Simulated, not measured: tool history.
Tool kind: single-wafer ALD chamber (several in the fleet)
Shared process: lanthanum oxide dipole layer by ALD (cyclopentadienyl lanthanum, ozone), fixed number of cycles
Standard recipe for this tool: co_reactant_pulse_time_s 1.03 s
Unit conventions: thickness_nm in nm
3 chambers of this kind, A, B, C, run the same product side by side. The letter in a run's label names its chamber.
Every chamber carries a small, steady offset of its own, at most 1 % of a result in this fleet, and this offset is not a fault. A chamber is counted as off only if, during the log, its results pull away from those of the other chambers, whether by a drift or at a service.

| run | day | co_reactant_pulse_time_s | hours since the last thermocouple change | hours since the last ozone generator service | read-back reference wafer on the same gauge, thickness_nm | thickness_nm |
|---|---|---|---|---|---|---|
|  | 0.183 | chamber C: thermocouple changed; heater temperature recalibrated |
| 1B | 0.325 | 1.03 | 2028.4 | 1359.1 | 0.49479 | 0.50859 |
| 2A | 0.533 | 1.03 | 133.8 | 430.9 | 0.49465 | 0.50705 |
| 3C | 0.754 | 1.03 | 13.7 | 723.6 | 0.49478 | 0.50255 |
| 4B | 1.017 | 1.03 | 2045 | 1375.7 | 0.49502 | 0.50859 |
| 5C | 1.167 | 1.03 | 23.6 | 733.5 | 0.49475 | 0.50335 |
| 6A | 1.417 | 1.03 | 155 | 452.1 | 0.49436 | 0.50894 |
| 7B | 1.633 | 1.03 | 2059.8 | 1390.5 | 0.49445 | 0.50871 |
| 8C | 1.883 | 1.03 | 40.8 | 750.7 | 0.49447 | 0.50243 |
| 9A | 2.092 | 1.03 | 171.2 | 468.3 | 0.49422 | 0.5077 |
| 10A | 2.333 | 1.03 | 177 | 474.1 | 0.4941 | 0.50777 |
|  | 2.508 | chamber B: thermocouple changed; heater temperature recalibrated |
| 11C | 2.592 | 1.03 | 57.8 | 767.7 | 0.49424 | 0.50313 |
| 12B | 2.912 | 1.03 | 9.7 | 1421.2 | 0.49415 | 0.5075 |
| 13C | 3.179 | 1.03 | 71.9 | 781.8 | 0.49408 | 0.50206 |
| 14B | 3.5 | 1.03 | 23.8 | 1435.3 | 0.4938 | 0.50809 |
| 15A | 3.742 | 1.03 | 210.8 | 507.9 | 0.49363 | 0.50573 |
| 16B | 3.983 | 1.03 | 35.4 | 1446.9 | 0.49385 | 0.50777 |
| 17C | 4.238 | 1.03 | 97.3 | 807.2 | 0.49369 | 0.50037 |
| 18A | 4.546 | 1.37 | 230.1 | 527.2 | 0.49326 | 0.54333 |
| 19A | 4.796 | 1.37 | 236.1 | 533.2 | 0.49339 | 0.54151 |
| 20C | 5.071 | 1.37 | 117.3 | 827.2 | 0.49347 | 0.53701 |
| 21B | 5.321 | 0.9 | 67.5 | 1479 | 0.49304 | 0.48361 |
| 22A | 5.608 | 0.9 | 255.6 | 552.7 | 0.49302 | 0.48336 |
| 23B | 5.829 | 0.9 | 79.7 | 1491.2 | 0.49314 | 0.48716 |
| 24C | 6.1 | 1.03 | 142 | 851.9 | 0.49287 | 0.50107 |
| 25A | 6.417 | 1.03 | 275 | 572.1 | 0.49269 | 0.50522 |
| 26C | 6.592 | 0.72 | 153.8 | 863.7 | 0.49263 | 0.4398 |
| 27B | 6.779 | 0.72 | 102.5 | 1514 | 0.49283 | 0.44219 |
| 28A | 7.067 | 0.72 | 290.6 | 587.7 | 0.49268 | 0.44013 |
| 29C | 7.292 | 1.03 | 170.6 | 880.5 | 0.49252 | 0.49877 |
| 30B | 7.521 | 0.7 | 120.3 | 1531.8 | 0.49246 | 0.43849 |
| 31A | 7.729 | 0.7 | 306.5 | 603.6 | 0.49229 | 0.43635 |
| 32C | 7.996 | 0.7 | 187.5 | 897.4 | 0.49225 | 0.43441 |
| 33B | 8.321 | 1.03 | 139.5 | 1551 | 0.4923 | 0.50753 |
| 34A | 8.625 | 1.03 | 328 | 625.1 | 0.49217 | 0.50404 |
| 35C | 8.767 | 1.03 | 206 | 915.9 | 0.49199 | 0.498 |
| 36B | 8.983 | 1.03 | 155.4 | 1566.9 | 0.49196 | 0.50772 |
| 37A | 9.146 | 1.03 | 340.5 | 637.6 | 0.49192 | 0.50399 |
| 38C | 9.304 | 1.03 | 218.9 | 928.8 | 0.49185 | 0.49808 |
| 39B | 9.492 | 1.03 | 167.6 | 1579.1 | 0.49172 | 0.50558 |
| 40A | 9.708 | 1.03 | 354 | 651.1 | 0.49184 | 0.50392 |

Read the log: is a single chamber off, either drifting away or since a service, is the gauge that measures every chamber drifting, or is nothing wrong beyond small per-chamber offsets? Name any odd chamber and what most likely caused it.

Every chamber seems to shift together because the gauge that measures them all drifts; the chambers themselves are fine.
Likeliest cause: gauge reads low (%) = 0.678.
